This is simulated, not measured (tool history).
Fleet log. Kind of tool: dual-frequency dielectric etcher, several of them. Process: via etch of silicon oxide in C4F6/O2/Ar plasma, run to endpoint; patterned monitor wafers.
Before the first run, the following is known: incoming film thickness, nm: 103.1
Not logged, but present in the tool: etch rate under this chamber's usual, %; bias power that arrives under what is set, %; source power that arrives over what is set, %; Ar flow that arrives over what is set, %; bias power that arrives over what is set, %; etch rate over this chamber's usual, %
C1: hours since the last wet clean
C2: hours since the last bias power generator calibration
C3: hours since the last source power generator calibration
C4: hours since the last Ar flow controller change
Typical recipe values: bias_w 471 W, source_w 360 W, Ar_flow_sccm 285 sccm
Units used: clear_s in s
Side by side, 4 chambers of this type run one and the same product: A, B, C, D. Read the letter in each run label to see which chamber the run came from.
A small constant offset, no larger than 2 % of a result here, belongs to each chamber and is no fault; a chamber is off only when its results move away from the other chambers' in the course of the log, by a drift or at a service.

Run 1B, day 0.238: usual settings; C1 40.7; C2 614.3; C3 35.9; C4 864.3. Result: clear_s 23.92 s.
Run 2A, day 0.412: usual settings; C1 299.8; C2 1007.4; C3 3016.8; C4 910.1. Result: clear_s 24.045 s.
At day 0.429: chamber D: wet clean of the chamber.
Run 3D, day 0.608: usual settings; C1 4.4; C2 137.8; C3 3660.9; C4 549.1. Result: clear_s 24.341 s.
Run 4C, day 0.825: usual settings; C1 236.4; C2 2351.2; C3 101.4; C4 1407.3. Result: clear_s 23.953 s.
Run 5C, day 1.042: usual settings; C1 241.6; C2 2356.4; C3 106.6; C4 1412.5. Result: clear_s 23.651 s.
Run 6A, day 1.162: usual settings; C1 317.8; C2 1025.4; C3 3034.8; C4 928.1. Result: clear_s 24.328 s.
Run 7D, day 1.404: usual settings; C1 23.5; C2 156.9; C3 3680; C4 568.2. Result: clear_s 24.66 s.
Run 8B, day 1.588: usual settings; C1 73.1; C2 646.7; C3 68.3; C4 896.7. Result: clear_s 24.057 s.
Run 9D, day 1.8: usual settings but Ar_flow_sccm 326 sccm; C1 33; C2 166.4; C3 3689.5; C4 577.7. Result: clear_s 24.813 s.
Run 10A, day 2.008: usual settings but Ar_flow_sccm 326 sccm; C1 338.1; C2 1045.7; C3 3055.1; C4 948.4. Result: clear_s 24.599 s.
Run 11B, day 2.138: usual settings but Ar_flow_sccm 326 sccm; C1 86.3; C2 659.9; C3 81.5; C4 909.9. Result: clear_s 23.997 s.
Run 12C, day 2.396: usual settings but Ar_flow_sccm 326 sccm; C1 274.1; C2 2388.9; C3 139.1; C4 1445. Result: clear_s 24.448 s.
Run 13B, day 2.525: usual settings; C1 95.6; C2 669.2; C3 90.8; C4 919.2. Result: clear_s 24.299 s.
Run 14D, day 2.775: usual settings; C1 56.4; C2 189.8; C3 3712.9; C4 601.1. Result: clear_s 24.503 s.
Run 15A, day 2.921: usual settings; C1 360; C2 1067.6; C3 3077; C4 970.3. Result: clear_s 24.11 s.
Run 16C, day 3.042: usual settings; C1 289.6; C2 2404.4; C3 154.6; C4 1460.5. Result: clear_s 23.818 s.
Run 17B, day 3.204: usual settings; C1 111.9; C2 685.5; C3 107.1; C4 935.5. Result: clear_s 24.185 s.
Run 18D, day 3.321: usual settings; C1 69.5; C2 202.9; C3 3726; C4 614.2. Result: clear_s 24.527 s.
Run 19C, day 3.45: usual settings; C1 299.4; C2 2414.2; C3 164.4; C4 1470.3. Result: clear_s 23.766 s.
Run 20A, day 3.662: usual settings; C1 377.8; C2 1085.4; C3 3094.8; C4 988.1. Result: clear_s 24.218 s.
Run 21D, day 3.883: usual settings; C1 83; C2 216.4; C3 3739.5; C4 627.7. Result: clear_s 24.489 s.
Run 22C, day 4.042: usual settings; C1 313.6; C2 2428.4; C3 178.6; C4 1484.5. Result: clear_s 23.744 s.
Run 23A, day 4.167: usual settings; C1 389.9; C2 1097.5; C3 3106.9; C4 1000.2. Result: clear_s 24.351 s.
Run 24B, day 4.388: usual settings; C1 140.3; C2 713.9; C3 135.5; C4 963.9. Result: clear_s 23.857 s.
Run 25A, day 4.588: usual settings; C1 400; C2 1107.6; C3 3117; C4 1010.3. Result: clear_s 24.095 s.
Run 26D, day 4.717: usual settings; C1 103; C2 236.4; C3 3759.5; C4 647.7. Result: clear_s 24.282 s.
Run 27B, day 4.858: usual settings but bias_w 409 W, Ar_flow_sccm 239 sccm; C1 151.6; C2 725.2; C3 146.8; C4 975.2. Result: clear_s 24.897 s.
At day 5.071: chamber A: wet clean of the chamber.
Run 28C, day 5.117: usual settings but bias_w 409 W, Ar_flow_sccm 239 sccm; C1 339.4; C2 2454.2; C3 204.4; C4 1510.3. Result: clear_s 24.848 s.
Run 29D, day 5.333: usual settings but bias_w 409 W, Ar_flow_sccm 239 sccm; C1 117.8; C2 251.2; C3 3774.3; C4 662.5. Result: clear_s 25.383 s.
Run 30C, day 5.592: usual settings but bias_w 409 W, Ar_flow_sccm 239 sccm; C1 350.8; C2 2465.6; C3 215.8; C4 1521.7. Result: clear_s 24.349 s.
Run 31A, day 5.842: usual settings; C1 18.6; C2 1137.7; C3 3147.1; C4 1040.4. Result: clear_s 25.105 s.
Run 32B, day 6.033: usual settings; C1 179.8; C2 753.4; C3 175; C4 1003.4. Result: clear_s 23.816 s.
Run 33B, day 6.204: usual settings; C1 183.9; C2 757.5; C3 179.1; C4 1007.5. Result: clear_s 23.998 s.
Run 34A, day 6.421: usual settings; C1 32.5; C2 1151.6; C3 3161; C4 1054.3. Result: clear_s 25.174 s.
Run 35D, day 6.567: usual settings; C1 147.4; C2 280.8; C3 3803.9; C4 692.1. Result: clear_s 24.336 s.
Run 36C, day 6.821: usual settings; C1 380.3; C2 2495.1; C3 245.3; C4 1551.2. Result: clear_s 23.721 s.
Run 37A, day 6.992: usual settings; C1 46.2; C2 1165.3; C3 3174.7; C4 1068. Result: clear_s 25.284 s.
Run 38D, day 7.229: usual settings; C1 163.3; C2 296.7; C3 3819.8; C4 708. Result: clear_s 24.07 s.
Run 39B, day 7.408: usual settings; C1 212.8; C2 786.4; C3 208; C4 1036.4. Result: clear_s 24.214 s.
Run 40C, day 7.562: usual settings; C1 398.1; C2 2512.9; C3 263.1; C4 1569. Result: clear_s 23.885 s.
Run 41D, day 7.75: usual settings; C1 175.8; C2 309.2; C3 3832.3; C4 720.5. Result: clear_s 24.471 s.
Run 42C, day 7.946: usual settings; C1 407.3; C2 2522.1; C3 272.3; C4 1578.2. Result: clear_s 23.799 s.

Is one chamber out of step, is the gauge drifting, or do the chambers differ by no more than their own small offsets? For an off chamber, give its letter and the likeliest cause.

After it was serviced, chamber A no longer matches the other chambers.
Cause: etch rate under this chamber's usual, % = 4.6.

Chamber A could run next with any of the 4 candidate recipes listed below; each alters the usual settings, and their results appear as question marks. Which one brings its results back in line with what the other chambers deliver on the usual settings?
In-line tolerance around the mean of the other chambers on the usual settings: clear_s 0.5 s
Run 43A-1, day 8.138: usual settings but bias_w 413 W, Ar_flow_sccm 295 sccm. Result: clear_s ?.
Run 43A-2, day 8.138: usual settings but bias_w 488 W. Result: clear_s ?.
Run 43A-3, day 8.138: usual settings but source_w 350 W. Result: clear_s ?.
Run 43A-4, day 8.138: usual settings but bias_w 502 W, source_w 380 W, Ar_flow_sccm 280 sccm. Result: clear_s ?.

Other chambers, usual settings, mean: clear_s 24.091 s
  run  clear_s
43A-1   26.763
43A-2   25.041
43A-3   25.649
43A-4    24.23
Change 43A-4 lands the chamber within the allowed miss of the other chambers.
